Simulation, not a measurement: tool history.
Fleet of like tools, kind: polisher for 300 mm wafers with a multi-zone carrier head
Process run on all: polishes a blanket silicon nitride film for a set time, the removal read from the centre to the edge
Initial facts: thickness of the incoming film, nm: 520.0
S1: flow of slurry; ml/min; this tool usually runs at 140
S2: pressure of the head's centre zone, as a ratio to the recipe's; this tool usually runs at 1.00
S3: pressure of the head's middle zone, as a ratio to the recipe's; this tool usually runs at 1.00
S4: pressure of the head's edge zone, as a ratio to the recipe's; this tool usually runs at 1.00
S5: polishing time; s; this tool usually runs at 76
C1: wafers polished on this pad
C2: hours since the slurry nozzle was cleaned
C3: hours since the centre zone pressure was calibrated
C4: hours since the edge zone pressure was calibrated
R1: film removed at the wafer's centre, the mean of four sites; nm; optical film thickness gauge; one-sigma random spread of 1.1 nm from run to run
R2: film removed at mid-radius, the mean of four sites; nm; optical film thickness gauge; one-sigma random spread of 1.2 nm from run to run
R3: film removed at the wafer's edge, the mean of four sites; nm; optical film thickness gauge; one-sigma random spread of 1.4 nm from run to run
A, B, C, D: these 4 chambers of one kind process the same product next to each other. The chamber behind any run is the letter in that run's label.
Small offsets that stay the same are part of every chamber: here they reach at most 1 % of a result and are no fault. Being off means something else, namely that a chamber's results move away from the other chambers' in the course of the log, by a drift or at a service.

run,hour,S1,S2,S3,S4,S5,C1,C2,C3,C4,R1,R2,R3
1D,6.9,140,1.00,1.00,1.00,76,100,243.1,281.1,121.7,174.05,173.34,173.63
2C,20.2,140,1.00,1.00,1.00,76,455,73.3,597.1,425.8,172.87,174.02,174.16
3A,34.2,140,1.00,1.00,1.00,76,803,675.8,110.4,1001.6,171.56,172.66,173.26
4B,40.9,140,1.00,1.00,1.00,76,483,234.8,822.2,830.6,172.00,174.72,172.79
# hour 43.4: chamber B: slurry nozzle cleaned
# hour 48.6: chamber A: worn pad replaced by a new one
5C,55.1,140,1.00,0.90,1.00,68,650,108.2,632.0,460.7,154.13,143.91,156.85
6A,61.9,140,1.00,0.90,1.00,68,74,703.5,138.1,1029.3,153.97,141.99,157.49
7D,73.7,140,1.00,0.90,1.00,68,474,309.9,347.9,188.5,155.98,141.51,156.54
# hour 80.8: chamber D: centre zone pressure recalibrated
# hour 83.1: chamber D: worn pad replaced by a new one
8B,84.9,140,1.00,0.90,1.00,68,729,41.5,866.2,874.6,152.64,143.36,155.15
9B,92.2,140,1.00,1.00,1.00,76,770,48.8,873.5,881.9,169.49,175.96,172.76
10A,103.8,140,1.00,1.00,1.00,76,309,745.4,180.0,1071.2,170.43,171.94,175.12
# hour 111.3: chamber C: edge zone pressure recalibrated
11C,113.7,140,1.11,1.00,0.92,76,978,166.8,690.6,2.5,191.16,173.94,163.77
12D,128.5,140,1.11,1.00,0.92,76,254,364.7,47.7,243.3,191.46,172.76,165.40
# hour 131.0: chamber B: worn pad replaced by a new one
# hour 132.6: chamber B: edge zone pressure recalibrated
13D,135.4,140,1.11,1.00,0.92,76,292,371.6,54.6,250.2,195.75,173.12,166.03
# hour 144.6: chamber B: centre zone pressure recalibrated
14B,150.7,140,1.11,1.00,0.92,76,110,107.3,6.2,18.1,192.53,174.49,166.99
15A,161.4,140,1.06,1.07,1.00,76,631,803.0,237.6,1128.8,184.97,184.56,175.48
16C,172.5,140,1.06,1.07,1.00,76,1306,225.6,749.4,61.3,180.62,181.28,170.64
# hour 175.4: chamber D: worn pad replaced by a new one
17A,180.6,140,1.06,1.07,1.00,76,738,822.2,256.8,1148.0,183.55,185.30,173.74
# hour 182.1: chamber A: worn pad replaced by a new one
18B,190.7,140,1.06,1.07,1.00,76,334,147.3,46.2,58.1,185.69,187.29,174.74
19C,203.0,140,1.00,1.00,1.00,76,1477,256.1,779.9,91.8,168.03,170.36,169.60
# hour 211.3: chamber A: centre zone pressure recalibrated
# hour 216.3: chamber A: slurry nozzle cleaned
20D,217.8,140,1.00,1.00,1.00,76,237,454.0,137.0,332.6,172.75,173.54,173.44
# hour 223.1: chamber A: edge zone pressure recalibrated
21C,231.0,140,1.00,1.00,1.00,76,1634,284.1,807.9,119.8,169.05,171.51,169.56
22B,246.3,140,1.00,1.00,1.00,76,644,202.9,101.8,113.7,171.73,177.23,174.41
# hour 253.3: chamber D: worn pad replaced by a new one
23A,254.3,140,1.00,1.00,1.00,76,403,38.0,43.0,31.3,173.37,173.68,175.14
24D,262.5,140,1.00,1.00,1.00,76,51,498.7,181.7,377.3,173.05,171.88,174.59
25A,270.2,140,1.00,1.00,1.00,76,492,53.9,58.9,47.2,173.28,171.73,175.92
26B,278.8,140,1.00,1.00,1.00,76,826,235.4,134.3,146.2,173.61,175.82,174.38
# hour 279.4: chamber B: slurry nozzle cleaned
27C,293.5,140,1.00,1.00,1.00,76,1983,346.6,870.4,182.3,167.19,167.01,168.28
# hour 300.2: chamber B: worn pad replaced by a new one
28D,300.6,140,1.00,1.00,1.00,76,265,536.8,219.8,415.4,176.26,172.76,174.59
29A,314.5,140,1.00,1.00,1.00,76,740,98.2,103.2,91.5,175.00,170.76,172.98
30B,324.9,140,1.00,1.00,1.00,76,138,45.6,180.4,192.3,172.29,174.47,171.83
31D,336.2,140,1.00,1.00,1.00,76,464,572.4,255.4,451.0,172.26,172.54,171.77

Is one chamber off against the others, does the gauge drift, or is nothing wrong? If a chamber is off, say which, and what the likeliest cause is.

One chamber, C, drifts off from the rest bit by bit.
Cause: removal rate lost through wear of the pad, % = 4.99.
From this log alone, it may not be told apart from: slurry flow missing at the pad, %.

Which of the 4 candidates below, each the usual settings with something changed and its results left as question marks, puts chamber C back in line with what the other chambers give on the usual settings?
In-line tolerance around the mean of the other chambers on the usual settings: R1 3.90 nm; R2 4.40 nm; R3 4.90 nm
32C-1,347.1,140,1.00,1.01,0.99,72,,,,,?,?,?
32C-2,347.1,140,1.00,1.02,0.99,69,,,,,?,?,?
32C-3,347.1,140,1.00,0.99,1.01,80,,,,,?,?,?
32C-4,347.1,140,1.00,0.98,1.02,84,,,,,?,?,?

Average result of the remaining chambers running the usual settings: R1 172.90 nm; R2 173.57 nm; R3 174.41 nm
run,R1,R2,R3
32C-1,154.28,158.93,154.93
32C-2,147.87,153.67,148.45
32C-3,171.40,173.41,173.99
32C-4,179.96,180.42,183.65
With 32C-3, the chamber falls back in line with the rest.
